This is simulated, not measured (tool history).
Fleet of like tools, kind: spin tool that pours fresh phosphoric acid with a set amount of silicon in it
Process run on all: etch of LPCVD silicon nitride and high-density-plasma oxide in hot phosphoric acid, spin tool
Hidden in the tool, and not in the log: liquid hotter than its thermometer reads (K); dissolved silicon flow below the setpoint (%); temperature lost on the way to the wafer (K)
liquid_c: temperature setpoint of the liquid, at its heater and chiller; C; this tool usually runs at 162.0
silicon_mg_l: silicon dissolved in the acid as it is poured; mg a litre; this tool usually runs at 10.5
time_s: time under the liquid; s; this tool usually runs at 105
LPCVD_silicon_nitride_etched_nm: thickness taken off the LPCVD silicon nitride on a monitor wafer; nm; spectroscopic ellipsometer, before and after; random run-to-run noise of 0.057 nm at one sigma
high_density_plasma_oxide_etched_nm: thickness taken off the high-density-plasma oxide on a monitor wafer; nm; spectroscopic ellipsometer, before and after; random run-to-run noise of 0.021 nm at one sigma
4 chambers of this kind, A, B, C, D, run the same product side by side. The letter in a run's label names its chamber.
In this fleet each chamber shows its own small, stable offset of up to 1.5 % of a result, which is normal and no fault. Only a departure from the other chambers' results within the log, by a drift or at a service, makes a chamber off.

run,day,liquid_c,silicon_mg_l,time_s,hours since the thermometer was replaced,hours since the dissolved silicon flow meter was replaced,hours since the heated supply line was repaired,"read-back film thickness of the LPCVD silicon nitride reference wafer, read on the same gauge (nm)","read-back film thickness of the high-density-plasma oxide reference wafer, read on the same gauge (nm)",LPCVD_silicon_nitride_etched_nm,high_density_plasma_oxide_etched_nm
1D,0.492,162.0,10.5,105,213.9,1603.3,577.2,130.00,80.016,8.8578,0.28108
2A,0.879,162.0,10.5,105,1375.2,797.1,791.1,129.98,79.990,9.0223,0.28769
3C,1.167,162.0,10.5,105,517.6,392.3,63.1,129.99,80.000,8.9825,0.27135
4B,1.525,162.0,10.5,105,520.8,255.7,944.2,130.00,79.984,8.8236,0.31122
5B,1.938,162.0,10.5,105,530.7,265.6,954.1,129.98,79.994,8.8699,0.30115
6C,2.308,162.0,10.5,105,545.0,419.7,90.5,129.98,79.995,8.8279,0.28068
7A,2.788,162.0,10.5,105,1421.0,842.9,836.9,130.01,79.995,8.9613,0.31693
8D,3.125,162.0,10.5,105,277.1,1666.5,640.4,130.00,80.006,8.9198,0.31175
9D,3.342,162.0,10.5,105,282.3,1671.7,645.6,129.99,80.005,8.8672,0.31743
10B,3.725,162.0,10.5,105,573.6,308.5,997.0,129.98,79.983,8.8234,0.30513
11A,4.138,162.0,10.5,105,1453.4,875.3,869.3,130.03,80.022,8.8569,0.26508
12C,4.583,162.0,10.5,105,599.6,474.3,145.1,130.00,80.038,8.8934,0.28502
13C,4.929,162.0,10.5,105,607.9,482.6,153.4,129.99,80.021,8.9193,0.29360
14B,5.358,162.0,10.5,105,612.8,347.7,1036.2,130.02,80.017,8.8688,0.29158
15A,5.758,162.0,10.5,105,1492.3,914.2,908.2,130.03,79.980,8.9265,0.28895
16D,5.996,162.0,10.5,105,346.0,1735.4,709.3,130.01,80.040,8.8428,0.30563
17B,6.258,162.0,10.5,105,634.4,369.3,1057.8,130.04,80.008,8.8936,0.32692
18A,6.496,163.0,5.0,105,1510.0,931.9,925.9,130.02,80.024,9.3383,0.36535
19C,6.967,163.0,5.0,105,656.8,531.5,202.3,129.98,79.976,9.2318,0.35856
20D,7.275,163.0,5.0,105,376.7,1766.1,740.0,130.03,80.021,9.1001,0.35527
21C,7.779,163.0,5.0,105,676.3,551.0,221.8,130.02,79.988,9.1919,0.34464
22B,8.067,162.0,10.5,105,677.8,412.7,1101.2,130.02,79.999,8.8324,0.32688
23D,8.558,162.0,10.5,105,407.5,1796.9,770.8,129.99,80.009,8.9894,0.28306
24A,8.854,162.0,10.5,105,1566.6,988.5,982.5,129.99,79.979,8.9133,0.25919
25D,9.338,159.5,13.0,105,426.2,1815.6,789.5,129.97,80.000,8.1517,0.23571
26B,9.846,159.5,13.0,105,720.5,455.4,1143.9,129.97,80.018,8.1553,0.23491
27C,10.233,159.5,13.0,105,735.2,609.9,280.7,129.96,80.039,8.2025,0.26177
28A,10.512,159.5,13.0,105,1606.4,1028.3,1022.3,129.98,80.004,8.2526,0.22519
29B,10.738,162.0,10.5,105,741.9,476.8,1165.3,130.01,79.974,8.7145,0.31349
30C,10.988,162.0,10.5,105,753.3,628.0,298.8,130.04,79.954,8.8830,0.28123
31D,11.283,162.0,10.5,105,472.9,1862.3,836.2,129.99,79.996,8.8753,0.29694
32A,11.633,162.0,10.5,105,1633.3,1055.2,1049.2,129.99,80.005,8.9256,0.28660
33A,12.062,162.0,10.5,105,1643.6,1065.5,1059.5,129.97,80.009,8.9209,0.32176
34D,12.362,162.0,10.5,105,498.8,1888.2,862.1,129.99,79.997,8.9891,0.29666
35C,12.800,162.0,10.5,105,796.8,671.5,342.3,129.98,80.019,8.9478,0.29292
36B,13.167,162.0,10.5,105,800.2,535.1,1223.6,129.98,80.012,8.8849,0.30095
37D,13.621,162.0,10.5,105,529.0,1918.4,892.3,130.01,79.997,8.8910,0.30654
38A,13.958,162.0,10.5,105,1689.1,1111.0,1105.0,130.01,80.015,8.9832,0.29806

For the next run the whole fleet of 4 chambers uses the same settings. Give each chamber's results:
39A,14.325,162.0,10.5,105,,,,,,?,?
39B,14.325,162.0,10.5,105,,,,,,?,?
39C,14.325,162.0,10.5,105,,,,,,?,?
39D,14.325,162.0,10.5,105,,,,,,?,?

run,LPCVD_silicon_nitride_etched_nm,high_density_plasma_oxide_etched_nm
39A,8.9845,0.30796
39B,8.8723,0.29344
39C,8.9482,0.26246
39D,8.9194,0.29280
